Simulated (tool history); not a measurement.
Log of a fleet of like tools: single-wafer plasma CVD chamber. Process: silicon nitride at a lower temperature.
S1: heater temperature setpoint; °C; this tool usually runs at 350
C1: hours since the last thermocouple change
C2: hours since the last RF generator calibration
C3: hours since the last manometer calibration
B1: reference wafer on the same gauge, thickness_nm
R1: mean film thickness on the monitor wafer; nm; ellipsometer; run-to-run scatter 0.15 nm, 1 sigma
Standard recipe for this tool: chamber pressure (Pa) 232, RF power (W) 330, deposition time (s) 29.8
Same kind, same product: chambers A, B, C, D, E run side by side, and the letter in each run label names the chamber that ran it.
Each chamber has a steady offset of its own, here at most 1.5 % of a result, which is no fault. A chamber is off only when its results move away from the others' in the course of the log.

{"day": 0.088, "done": "chamber B: RF generator calibrated"}
{"run": "1E", "day": 0.446, "S1": 350, "chamber pressure (Pa)": 232, "RF power (W)": 330, "deposition time (s)": 29.8, "C1": 398.4, "C2": 626.4, "C3": 835.0, "B1": 42.579, "R1": 38.41}
{"run": "2D", "day": 0.796, "S1": 350, "chamber pressure (Pa)": 232, "RF power (W)": 330, "deposition time (s)": 29.8, "C1": 1960.3, "C2": 433.7, "C3": 1789.5, "B1": 42.616, "R1": 38.108}
{"run": "3B", "day": 1.175, "S1": 350, "chamber pressure (Pa)": 232, "RF power (W)": 330, "deposition time (s)": 29.8, "C1": 2327.6, "C2": 26.1, "C3": 2896.6, "B1": 42.585, "R1": 38.641}
{"run": "4C", "day": 1.625, "S1": 350, "chamber pressure (Pa)": 232, "RF power (W)": 330, "deposition time (s)": 29.8, "C1": 378.2, "C2": 695.1, "C3": 1750.5, "B1": 42.643, "R1": 37.477}
{"run": "5A", "day": 2.112, "S1": 350, "chamber pressure (Pa)": 232, "RF power (W)": 330, "deposition time (s)": 29.8, "C1": 928.0, "C2": 292.2, "C3": 100.9, "B1": 42.599, "R1": 37.658}
{"run": "6A", "day": 2.492, "S1": 350, "chamber pressure (Pa)": 232, "RF power (W)": 330, "deposition time (s)": 29.8, "C1": 937.1, "C2": 301.3, "C3": 110.0, "B1": 42.619, "R1": 38.011}
{"run": "7B", "day": 2.758, "S1": 350, "chamber pressure (Pa)": 232, "RF power (W)": 330, "deposition time (s)": 29.8, "C1": 2365.6, "C2": 64.1, "C3": 2934.6, "B1": 42.584, "R1": 38.706}
{"run": "8D", "day": 3.333, "S1": 350, "chamber pressure (Pa)": 232, "RF power (W)": 330, "deposition time (s)": 29.8, "C1": 2021.2, "C2": 494.6, "C3": 1850.4, "B1": 42.606, "R1": 38.143}
{"run": "9E", "day": 3.658, "S1": 350, "chamber pressure (Pa)": 232, "RF power (W)": 330, "deposition time (s)": 29.8, "C1": 475.5, "C2": 703.5, "C3": 912.1, "B1": 42.618, "R1": 38.35}
{"run": "10C", "day": 4.012, "S1": 350, "chamber pressure (Pa)": 232, "RF power (W)": 330, "deposition time (s)": 29.8, "C1": 435.5, "C2": 752.4, "C3": 1807.8, "B1": 42.583, "R1": 37.635}
{"day": 4.392, "done": "chamber D: thermocouple changed; heater temperature recalibrated"}
{"run": "11C", "day": 4.425, "S1": 350, "chamber pressure (Pa)": 232, "RF power (W)": 330, "deposition time (s)": 29.8, "C1": 445.4, "C2": 762.3, "C3": 1817.7, "B1": 42.597, "R1": 37.795}
{"run": "12E", "day": 4.675, "S1": 350, "chamber pressure (Pa)": 232, "RF power (W)": 330, "deposition time (s)": 29.8, "C1": 499.9, "C2": 727.9, "C3": 936.5, "B1": 42.592, "R1": 38.057}
{"run": "13A", "day": 5.262, "S1": 350, "chamber pressure (Pa)": 232, "RF power (W)": 330, "deposition time (s)": 29.8, "C1": 1003.6, "C2": 367.8, "C3": 176.5, "B1": 42.607, "R1": 37.971}
{"run": "14B", "day": 5.671, "S1": 350, "chamber pressure (Pa)": 232, "RF power (W)": 330, "deposition time (s)": 29.8, "C1": 2435.5, "C2": 134.0, "C3": 3004.5, "B1": 42.588, "R1": 38.723}
{"run": "15D", "day": 5.921, "S1": 350, "chamber pressure (Pa)": 232, "RF power (W)": 330, "deposition time (s)": 29.8, "C1": 36.7, "C2": 556.7, "C3": 1912.5, "B1": 42.626, "R1": 38.021}
{"run": "16E", "day": 6.45, "S1": 350, "chamber pressure (Pa)": 232, "RF power (W)": 330, "deposition time (s)": 29.8, "C1": 542.5, "C2": 770.5, "C3": 979.1, "B1": 42.615, "R1": 38.295}
{"run": "17A", "day": 6.783, "S1": 350, "chamber pressure (Pa)": 232, "RF power (W)": 330, "deposition time (s)": 29.8, "C1": 1040.1, "C2": 404.3, "C3": 213.0, "B1": 42.579, "R1": 37.57}
{"run": "18D", "day": 7.196, "S1": 350, "chamber pressure (Pa)": 177, "RF power (W)": 330, "deposition time (s)": 29.8, "C1": 67.3, "C2": 587.3, "C3": 1943.1, "B1": 42.595, "R1": 35.439}
{"run": "19B", "day": 7.758, "S1": 350, "chamber pressure (Pa)": 177, "RF power (W)": 330, "deposition time (s)": 29.8, "C1": 2485.6, "C2": 184.1, "C3": 3054.6, "B1": 42.571, "R1": 35.574}
{"run": "20C", "day": 8.167, "S1": 350, "chamber pressure (Pa)": 177, "RF power (W)": 330, "deposition time (s)": 29.8, "C1": 535.2, "C2": 852.1, "C3": 1907.5, "B1": 42.612, "R1": 34.645}
{"run": "21E", "day": 8.704, "S1": 350, "chamber pressure (Pa)": 177, "RF power (W)": 330, "deposition time (s)": 29.8, "C1": 596.6, "C2": 824.6, "C3": 1033.2, "B1": 42.615, "R1": 35.315}
{"day": 8.942, "done": "chamber B: capacitance manometer re-zeroed and calibrated"}
{"run": "22C", "day": 9.075, "S1": 350, "chamber pressure (Pa)": 177, "RF power (W)": 330, "deposition time (s)": 29.8, "C1": 557.0, "C2": 873.9, "C3": 1929.3, "B1": 42.63, "R1": 34.529}
{"run": "23B", "day": 9.454, "S1": 350, "chamber pressure (Pa)": 232, "RF power (W)": 330, "deposition time (s)": 29.8, "C1": 2526.3, "C2": 224.8, "C3": 12.3, "B1": 42.596, "R1": 38.561}
{"run": "24D", "day": 9.846, "S1": 350, "chamber pressure (Pa)": 232, "RF power (W)": 330, "deposition time (s)": 29.8, "C1": 130.9, "C2": 650.9, "C3": 2006.7, "B1": 42.599, "R1": 38.107}
{"run": "25A", "day": 10.404, "S1": 350, "chamber pressure (Pa)": 232, "RF power (W)": 330, "deposition time (s)": 29.8, "C1": 1127.0, "C2": 491.2, "C3": 299.9, "B1": 42.575, "R1": 37.794}
{"run": "26E", "day": 10.962, "S1": 350, "chamber pressure (Pa)": 232, "RF power (W)": 330, "deposition time (s)": 29.8, "C1": 650.8, "C2": 878.8, "C3": 1087.4, "B1": 42.624, "R1": 38.376}
{"run": "27C", "day": 11.392, "S1": 350, "chamber pressure (Pa)": 232, "RF power (W)": 330, "deposition time (s)": 29.8, "C1": 612.6, "C2": 929.5, "C3": 1984.9, "B1": 42.59, "R1": 36.913}
{"run": "28B", "day": 11.796, "S1": 350, "chamber pressure (Pa)": 232, "RF power (W)": 330, "deposition time (s)": 29.8, "C1": 2582.5, "C2": 281.0, "C3": 68.5, "B1": 42.574, "R1": 38.332}
{"run": "29D", "day": 12.358, "S1": 350, "chamber pressure (Pa)": 232, "RF power (W)": 330, "deposition time (s)": 29.8, "C1": 191.2, "C2": 711.2, "C3": 2067.0, "B1": 42.583, "R1": 38.261}
{"run": "30A", "day": 12.638, "S1": 350, "chamber pressure (Pa)": 232, "RF power (W)": 330, "deposition time (s)": 29.8, "C1": 1180.6, "C2": 544.8, "C3": 353.5, "B1": 42.614, "R1": 38.104}
{"run": "31B", "day": 13.1, "S1": 350, "chamber pressure (Pa)": 232, "RF power (W)": 330, "deposition time (s)": 29.8, "C1": 2613.8, "C2": 312.3, "C3": 99.8, "B1": 42.613, "R1": 38.44}
{"run": "32C", "day": 13.458, "S1": 350, "chamber pressure (Pa)": 232, "RF power (W)": 330, "deposition time (s)": 29.8, "C1": 662.2, "C2": 979.1, "C3": 2034.5, "B1": 42.597, "R1": 36.977}
{"run": "33D", "day": 13.792, "S1": 350, "chamber pressure (Pa)": 232, "RF power (W)": 330, "deposition time (s)": 29.8, "C1": 225.6, "C2": 745.6, "C3": 2101.4, "B1": 42.613, "R1": 38.377}
{"run": "34E", "day": 14.292, "S1": 350, "chamber pressure (Pa)": 232, "RF power (W)": 330, "deposition time (s)": 29.8, "C1": 730.7, "C2": 958.7, "C3": 1167.3, "B1": 42.601, "R1": 38.333}
{"run": "35A", "day": 14.854, "S1": 350, "chamber pressure (Pa)": 232, "RF power (W)": 330, "deposition time (s)": 29.8, "C1": 1233.8, "C2": 598.0, "C3": 406.7, "B1": 42.532, "R1": 37.756}
{"run": "36A", "day": 15.171, "S1": 350, "chamber pressure (Pa)": 232, "RF power (W)": 330, "deposition time (s)": 29.8, "C1": 1241.4, "C2": 605.6, "C3": 414.3, "B1": 42.611, "R1": 37.984}
{"run": "37B", "day": 15.55, "S1": 350, "chamber pressure (Pa)": 232, "RF power (W)": 330, "deposition time (s)": 29.8, "C1": 2672.6, "C2": 371.1, "C3": 158.6, "B1": 42.63, "R1": 38.282}
{"run": "38E", "day": 15.958, "S1": 350, "chamber pressure (Pa)": 232, "RF power (W)": 330, "deposition time (s)": 29.8, "C1": 770.7, "C2": 998.7, "C3": 1207.3, "B1": 42.582, "R1": 38.582}

Next, all 5 chambers run the settings below, one line each with question marks for the results. What does each chamber give?
{"run": "39A", "day": 16.375, "S1": 350, "chamber pressure (Pa)": 232, "RF power (W)": 330, "deposition time (s)": 32.0, "R1": "?"}
{"run": "39B", "day": 16.375, "S1": 350, "chamber pressure (Pa)": 232, "RF power (W)": 330, "deposition time (s)": 32.0, "R1": "?"}
{"run": "39C", "day": 16.375, "S1": 350, "chamber pressure (Pa)": 232, "RF power (W)": 330, "deposition time (s)": 32.0, "R1": "?"}
{"run": "39D", "day": 16.375, "S1": 350, "chamber pressure (Pa)": 232, "RF power (W)": 330, "deposition time (s)": 32.0, "R1": "?"}
{"run": "39E", "day": 16.375, "S1": 350, "chamber pressure (Pa)": 232, "RF power (W)": 330, "deposition time (s)": 32.0, "R1": "?"}

run=39A R1=40.520
run=39B R1=41.228
run=39C R1=39.341
run=39D R1=40.963
run=39E R1=41.123

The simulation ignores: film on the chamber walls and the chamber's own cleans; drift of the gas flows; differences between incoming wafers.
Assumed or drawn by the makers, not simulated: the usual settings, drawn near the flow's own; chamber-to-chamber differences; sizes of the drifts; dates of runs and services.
